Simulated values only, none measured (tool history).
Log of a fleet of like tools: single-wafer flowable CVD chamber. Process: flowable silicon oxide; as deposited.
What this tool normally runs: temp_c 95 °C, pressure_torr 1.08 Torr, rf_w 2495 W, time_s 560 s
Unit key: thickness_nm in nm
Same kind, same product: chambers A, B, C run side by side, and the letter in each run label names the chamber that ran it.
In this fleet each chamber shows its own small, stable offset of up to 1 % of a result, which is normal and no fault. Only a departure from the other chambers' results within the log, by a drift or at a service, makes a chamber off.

run     day  temp_c  pressure_torr  rf_w  time_s  read-back reference wafer on the same gauge, thickness_nm  thickness_nm
 1A   0.350      95           1.08  2495     560                                                     685.35        602.84
      0.612  -- chamber C: RF generator calibrated
 2B   0.775      95           1.08  2495     560                                                     685.33        604.53
 3C   1.100      95           1.08  2495     560                                                     685.16        592.32
 4C   1.371      95           1.08  2495     560                                                     685.09        595.48
 5B   1.612      95           1.08  2495     560                                                     685.25        606.70
 6A   1.946      95           1.08  2495     560                                                     684.23        599.30
 7C   2.338      95           1.08  2495     560                                                     685.39        592.77
 8A   2.596      82           1.08  2495     560                                                     684.66        900.60
      2.846  -- chamber C: capacitance manometer re-zeroed and calibrated
 9B   2.967      82           1.08  2495     560                                                     684.76        925.51
      3.092  -- chamber C: thermocouple changed; heater temperature recalibrated
10C   3.238      82           1.08  2495     560                                                     684.92        887.36
11A   3.642      95           1.08  2495     560                                                     684.12        603.13
12B   4.104      95           1.08  2495     560                                                     685.38        605.30
      4.221  -- chamber B: capacitance manometer re-zeroed and calibrated
13B   4.354     108           1.08  2495     560                                                     685.21        374.28
14A   4.629     108           1.08  2495     560                                                     684.72        392.11
15C   4.988     108           1.08  2495     560                                                     684.93        389.08
16B   5.200      95           1.08  2495     560                                                     684.64        574.05
17C   5.646      95           1.08  2495     560                                                     684.69        597.47
18A   6.083      95           1.08  2495     560                                                     684.91        605.71
19A   6.550      95           1.08  2495     560                                                     684.82        602.15
20C   6.871      95           1.08  2495     560                                                     685.38        598.50
      7.258  -- chamber A: capacitance manometer re-zeroed and calibrated
21B   7.333      95           1.08  2495     560                                                     684.73        572.70
22A   7.692      95           1.08  2495     560                                                     685.12        604.55
23B   8.017      95           1.08  2815     560                                                     685.31        588.61
24C   8.267      95           1.08  2815     560                                                     685.13        603.72
25A   8.662      95           1.08  2815     560                                                     685.66        607.70
26B   8.975      90           1.08  2495     518                                                     685.25        629.63
27C   9.350      90           1.08  2495     518                                                     685.11        649.31
28A   9.562      90           1.08  2495     518                                                     684.23        656.62
29C   9.846      95           1.08  2495     560                                                     684.85        594.71
30B  10.167      95           1.08  2495     560                                                     684.67        575.24
31A  10.417      95           1.08  2495     560                                                     685.32        604.71
32B  10.629      95           1.08  2495     560                                                     685.53        574.42
33C  11.054      95           1.08  2495     560                                                     685.16        593.12
34B  11.358      95           1.08  2495     560                                                     684.58        576.74
35A  11.746      95           1.08  2495     560                                                     684.72        601.66
36C  11.954      95           1.08  2495     560                                                     685.30        597.72
37B  12.433      95           1.08  2495     560                                                     684.26        580.32
38C  12.821      95           1.08  2495     560                                                     685.12        594.48
39A  13.292      95           1.08  2880     502                                                     685.03        548.97
40C  13.592      95           1.08  2880     502                                                     685.85        546.20

Is one chamber off against the others, does the gauge drift, or is nothing wrong? If a chamber is off, say which, and what the likeliest cause is.

After it was serviced, chamber B no longer matches the other chambers.
What lies behind it: true pressure below the setpoint (%) = 4.19.

Here are 4 candidates for chamber B's next run, each the usual settings with a change, their results left as question marks. Which one brings its results back in line with what the others give on the usual settings?
In-line tolerance around the mean of the other chambers on the usual settings: thickness_nm 8.70 nm
41B-1  13.938      96           1.08  2495     557                                                                        ?
41B-2  13.938      95           1.08  2495     580                                                                        ?
41B-3  13.938      97           1.08  2495     560                                                                        ?
41B-4  13.938      95           1.12  2495     571                                                                        ?

Usual-settings mean across the other chambers: thickness_nm 598.77 nm
  run  thickness_nm
41B-1        553.79
41B-2        596.33
41B-3        538.50
41B-4        612.01
It is 41B-2 that realigns the chamber with its peers.

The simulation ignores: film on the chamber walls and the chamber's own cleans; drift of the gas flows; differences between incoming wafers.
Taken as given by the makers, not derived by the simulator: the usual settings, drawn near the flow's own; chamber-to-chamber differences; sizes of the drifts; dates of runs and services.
